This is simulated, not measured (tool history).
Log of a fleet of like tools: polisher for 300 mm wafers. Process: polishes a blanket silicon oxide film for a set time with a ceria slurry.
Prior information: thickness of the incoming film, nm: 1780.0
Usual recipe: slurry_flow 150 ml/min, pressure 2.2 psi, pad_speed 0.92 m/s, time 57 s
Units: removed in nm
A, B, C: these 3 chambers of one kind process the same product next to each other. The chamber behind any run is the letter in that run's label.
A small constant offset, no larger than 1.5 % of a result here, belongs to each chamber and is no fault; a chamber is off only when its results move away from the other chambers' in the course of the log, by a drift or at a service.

run,day,slurry_flow,pressure,pad_speed,time,removed
# day 0.046: chamber A: worn pad replaced by a new one
1C,0.204,150,2.2,0.92,57,147.99
# day 0.254: chamber B: worn pad replaced by a new one
2B,0.367,150,2.2,0.92,57,150.34
3A,0.488,150,2.2,0.92,57,149.48
4B,0.604,150,2.2,0.92,57,152.07
5A,0.750,150,2.2,0.92,57,150.18
# day 0.833: chamber A: slurry nozzle cleaned
6C,0.896,150,2.2,0.92,57,148.32
7C,1.112,150,2.2,0.92,57,143.78
8B,1.338,120,2.2,0.92,57,144.80
9A,1.442,120,2.2,0.92,57,142.44
10C,1.592,120,2.2,0.92,57,138.82
11B,1.775,150,2.2,0.92,57,150.49
12A,1.883,150,2.2,0.92,57,150.31
13C,2.033,150,2.2,0.82,57,127.63
14B,2.225,150,2.2,0.82,57,134.59
15A,2.433,150,2.2,0.82,57,134.17
16B,2.621,150,2.2,0.92,57,149.64
17A,2.762,150,2.2,0.92,57,148.84
18C,2.958,150,2.2,0.68,72,127.01
19C,3.183,150,2.2,0.68,72,125.75
20A,3.375,150,2.2,0.68,72,139.89

Next, every chamber runs the same settings. What will each give?
21A,3.546,150,2.2,0.92,57,?
21B,3.546,150,2.2,0.92,57,?
21C,3.546,150,2.2,0.92,57,?

run,removed
21A,148.81
21B,150.19
21C,133.24

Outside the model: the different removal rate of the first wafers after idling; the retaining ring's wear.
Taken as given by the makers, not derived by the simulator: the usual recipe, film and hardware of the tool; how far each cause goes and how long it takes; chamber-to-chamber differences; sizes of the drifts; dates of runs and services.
